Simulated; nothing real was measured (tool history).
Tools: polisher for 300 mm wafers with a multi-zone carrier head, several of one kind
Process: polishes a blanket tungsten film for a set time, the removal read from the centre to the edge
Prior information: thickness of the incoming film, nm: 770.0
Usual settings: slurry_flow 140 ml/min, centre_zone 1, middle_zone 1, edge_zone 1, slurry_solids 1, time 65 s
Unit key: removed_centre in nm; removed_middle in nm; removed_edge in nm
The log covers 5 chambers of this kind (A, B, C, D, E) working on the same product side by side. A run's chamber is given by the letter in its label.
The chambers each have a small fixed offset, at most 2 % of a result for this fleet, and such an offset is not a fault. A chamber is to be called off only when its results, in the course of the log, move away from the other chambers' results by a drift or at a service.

{"run": "1C", "day": 0.175, "slurry_flow": 140, "centre_zone": 1, "middle_zone": 1, "edge_zone": 1, "slurry_solids": 1, "time": 65, "removed_centre": 300.52, "removed_middle": 300.26, "removed_edge": 302.03}
{"run": "2E", "day": 0.492, "slurry_flow": 140, "centre_zone": 1, "middle_zone": 1, "edge_zone": 1, "slurry_solids": 1, "time": 65, "removed_centre": 302.66, "removed_middle": 301.52, "removed_edge": 298.83}
{"day": 0.675, "done": "chamber B: slurry nozzle cleaned"}
{"run": "3B", "day": 0.833, "slurry_flow": 140, "centre_zone": 1, "middle_zone": 1, "edge_zone": 1, "slurry_solids": 1, "time": 65, "removed_centre": 304.86, "removed_middle": 301.74, "removed_edge": 307.42}
{"run": "4A", "day": 1.067, "slurry_flow": 140, "centre_zone": 1, "middle_zone": 1, "edge_zone": 1, "slurry_solids": 1, "time": 65, "removed_centre": 297.74, "removed_middle": 298.36, "removed_edge": 306.07}
{"day": 1.092, "done": "chamber A: worn pad replaced by a new one"}
{"run": "5D", "day": 1.321, "slurry_flow": 140, "centre_zone": 1, "middle_zone": 1, "edge_zone": 1, "slurry_solids": 1, "time": 65, "removed_centre": 304.01, "removed_middle": 305.19, "removed_edge": 289.62}
{"run": "6A", "day": 1.592, "slurry_flow": 140, "centre_zone": 1, "middle_zone": 1, "edge_zone": 1, "slurry_solids": 1, "time": 65, "removed_centre": 302.77, "removed_middle": 301, "removed_edge": 303.33}
{"day": 1.608, "done": "chamber C: slurry nozzle cleaned"}
{"run": "7E", "day": 1.792, "slurry_flow": 140, "centre_zone": 1, "middle_zone": 1.08, "edge_zone": 1, "slurry_solids": 1, "time": 65, "removed_centre": 297.43, "removed_middle": 322.45, "removed_edge": 297.47}
{"run": "8D", "day": 1.967, "slurry_flow": 140, "centre_zone": 1, "middle_zone": 1.08, "edge_zone": 1, "slurry_solids": 1, "time": 65, "removed_centre": 295.79, "removed_middle": 323.45, "removed_edge": 299.95}
{"run": "9B", "day": 2.154, "slurry_flow": 140, "centre_zone": 1, "middle_zone": 1.08, "edge_zone": 1, "slurry_solids": 1, "time": 65, "removed_centre": 305.16, "removed_middle": 325.65, "removed_edge": 300.68}
{"run": "10C", "day": 2.333, "slurry_flow": 140, "centre_zone": 1, "middle_zone": 1.08, "edge_zone": 1, "slurry_solids": 1, "time": 65, "removed_centre": 299.42, "removed_middle": 321.51, "removed_edge": 295.92}
{"run": "11B", "day": 2.617, "slurry_flow": 140, "centre_zone": 1, "middle_zone": 1.08, "edge_zone": 1, "slurry_solids": 1, "time": 65, "removed_centre": 307.98, "removed_middle": 321.64, "removed_edge": 311.47}
{"day": 2.683, "done": "chamber B: centre zone pressure recalibrated"}
{"run": "12E", "day": 2.842, "slurry_flow": 140, "centre_zone": 1, "middle_zone": 1, "edge_zone": 1, "slurry_solids": 1, "time": 65, "removed_centre": 299.76, "removed_middle": 296.45, "removed_edge": 303.9}
{"run": "13C", "day": 3.117, "slurry_flow": 140, "centre_zone": 1, "middle_zone": 1, "edge_zone": 1, "slurry_solids": 1, "time": 65, "removed_centre": 298.71, "removed_middle": 293.76, "removed_edge": 299.58}
{"day": 3.15, "done": "chamber E: worn pad replaced by a new one"}
{"day": 3.279, "done": "chamber B: worn pad replaced by a new one"}
{"run": "14D", "day": 3.325, "slurry_flow": 140, "centre_zone": 1, "middle_zone": 1, "edge_zone": 1, "slurry_solids": 1, "time": 65, "removed_centre": 307.7, "removed_middle": 296.83, "removed_edge": 298.4}
{"run": "15A", "day": 3.579, "slurry_flow": 140, "centre_zone": 1, "middle_zone": 1, "edge_zone": 1, "slurry_solids": 1, "time": 65, "removed_centre": 292.46, "removed_middle": 300.56, "removed_edge": 303.21}
{"run": "16C", "day": 3.838, "slurry_flow": 140, "centre_zone": 1, "middle_zone": 1, "edge_zone": 1, "slurry_solids": 0.7, "time": 73, "removed_centre": 306.02, "removed_middle": 309.75, "removed_edge": 313.58}
{"run": "17B", "day": 4.042, "slurry_flow": 140, "centre_zone": 1, "middle_zone": 1, "edge_zone": 1, "slurry_solids": 0.7, "time": 73, "removed_centre": 320.21, "removed_middle": 321.37, "removed_edge": 316.97}
{"day": 4.112, "done": "chamber A: worn pad replaced by a new one"}
{"day": 4.212, "done": "chamber D: slurry nozzle cleaned"}
{"run": "18D", "day": 4.392, "slurry_flow": 140, "centre_zone": 1, "middle_zone": 1, "edge_zone": 1, "slurry_solids": 0.7, "time": 73, "removed_centre": 313.03, "removed_middle": 315.74, "removed_edge": 310.66}
{"run": "19E", "day": 4.658, "slurry_flow": 140, "centre_zone": 1, "middle_zone": 1, "edge_zone": 1, "slurry_solids": 0.7, "time": 73, "removed_centre": 309.6, "removed_middle": 311.43, "removed_edge": 306.82}
{"run": "20A", "day": 4.85, "slurry_flow": 140, "centre_zone": 1, "middle_zone": 1, "edge_zone": 1, "slurry_solids": 0.7, "time": 73, "removed_centre": 301.01, "removed_middle": 319.75, "removed_edge": 315.7}
{"run": "21C", "day": 5.021, "slurry_flow": 140, "centre_zone": 1, "middle_zone": 1, "edge_zone": 1, "slurry_solids": 1, "time": 65, "removed_centre": 296.44, "removed_middle": 291.08, "removed_edge": 308.67}
{"run": "22B", "day": 5.304, "slurry_flow": 140, "centre_zone": 1, "middle_zone": 1, "edge_zone": 1, "slurry_solids": 1, "time": 65, "removed_centre": 300.2, "removed_middle": 304.54, "removed_edge": 300.93}
{"day": 5.346, "done": "chamber C: worn pad replaced by a new one"}
{"run": "23D", "day": 5.479, "slurry_flow": 140, "centre_zone": 1, "middle_zone": 1, "edge_zone": 1, "slurry_solids": 1, "time": 65, "removed_centre": 304.75, "removed_middle": 297.94, "removed_edge": 295.75}
{"run": "24A", "day": 5.767, "slurry_flow": 140, "centre_zone": 1, "middle_zone": 1, "edge_zone": 1, "slurry_solids": 1, "time": 65, "removed_centre": 299.74, "removed_middle": 306.25, "removed_edge": 301.55}
{"run": "25E", "day": 5.967, "slurry_flow": 140, "centre_zone": 1, "middle_zone": 1, "edge_zone": 1, "slurry_solids": 1, "time": 65, "removed_centre": 299.87, "removed_middle": 297.59, "removed_edge": 298.86}
{"day": 6.042, "done": "chamber D: worn pad replaced by a new one"}
{"day": 6.171, "done": "chamber D: centre zone pressure recalibrated"}
{"run": "26E", "day": 6.175, "slurry_flow": 140, "centre_zone": 1, "middle_zone": 1, "edge_zone": 1, "slurry_solids": 1.2, "time": 65, "removed_centre": 319.98, "removed_middle": 313.42, "removed_edge": 321.04}
{"day": 6.233, "done": "chamber E: centre zone pressure recalibrated"}
{"run": "27B", "day": 6.442, "slurry_flow": 140, "centre_zone": 1, "middle_zone": 1, "edge_zone": 1, "slurry_solids": 1.2, "time": 65, "removed_centre": 323.43, "removed_middle": 308, "removed_edge": 320.12}
{"run": "28D", "day": 6.712, "slurry_flow": 140, "centre_zone": 1, "middle_zone": 1, "edge_zone": 1, "slurry_solids": 1.2, "time": 65, "removed_centre": 317.6, "removed_middle": 318.18, "removed_edge": 311.44}
{"run": "29C", "day": 6.946, "slurry_flow": 140, "centre_zone": 1, "middle_zone": 1, "edge_zone": 1, "slurry_solids": 1.2, "time": 65, "removed_centre": 303.9, "removed_middle": 313.27, "removed_edge": 319.64}
{"day": 6.996, "done": "chamber A: worn pad replaced by a new one"}
{"run": "30A", "day": 7.175, "slurry_flow": 140, "centre_zone": 1, "middle_zone": 1, "edge_zone": 1, "slurry_solids": 1.2, "time": 65, "removed_centre": 316.23, "removed_middle": 310.91, "removed_edge": 321.32}
{"run": "31C", "day": 7.396, "slurry_flow": 140, "centre_zone": 1, "middle_zone": 1, "edge_zone": 1, "slurry_solids": 1, "time": 65, "removed_centre": 299.95, "removed_middle": 289.52, "removed_edge": 298.36}
{"run": "32A", "day": 7.692, "slurry_flow": 140, "centre_zone": 1, "middle_zone": 1, "edge_zone": 1, "slurry_solids": 1, "time": 65, "removed_centre": 298.93, "removed_middle": 305.39, "removed_edge": 309.71}
{"run": "33E", "day": 8.012, "slurry_flow": 140, "centre_zone": 1, "middle_zone": 1, "edge_zone": 1, "slurry_solids": 1, "time": 65, "removed_centre": 302.99, "removed_middle": 306.85, "removed_edge": 301.14}

For the next run the whole fleet of 5 chambers uses the same settings. Give each chamber's results:
{"run": "34A", "day": 8.267, "slurry_flow": 175, "centre_zone": 1, "middle_zone": 1, "edge_zone": 1, "slurry_solids": 1, "time": 65, "removed_centre": "?", "removed_middle": "?", "removed_edge": "?"}
{"run": "34B", "day": 8.267, "slurry_flow": 175, "centre_zone": 1, "middle_zone": 1, "edge_zone": 1, "slurry_solids": 1, "time": 65, "removed_centre": "?", "removed_middle": "?", "removed_edge": "?"}
{"run": "34C", "day": 8.267, "slurry_flow": 175, "centre_zone": 1, "middle_zone": 1, "edge_zone": 1, "slurry_solids": 1, "time": 65, "removed_centre": "?", "removed_middle": "?", "removed_edge": "?"}
{"run": "34D", "day": 8.267, "slurry_flow": 175, "centre_zone": 1, "middle_zone": 1, "edge_zone": 1, "slurry_solids": 1, "time": 65, "removed_centre": "?", "removed_middle": "?", "removed_edge": "?"}
{"run": "34E", "day": 8.267, "slurry_flow": 175, "centre_zone": 1, "middle_zone": 1, "edge_zone": 1, "slurry_solids": 1, "time": 65, "removed_centre": "?", "removed_middle": "?", "removed_edge": "?"}

run=34A removed_centre=307.61 removed_middle=313.42 removed_edge=317.01
run=34B removed_centre=319.2 removed_middle=314.85 removed_edge=317.35
run=34C removed_centre=315.14 removed_middle=311.5 removed_edge=308.43
run=34D removed_centre=322.59 removed_middle=313.15 removed_edge=305.33
run=34E removed_centre=320.98 removed_middle=322.14 removed_edge=309.65
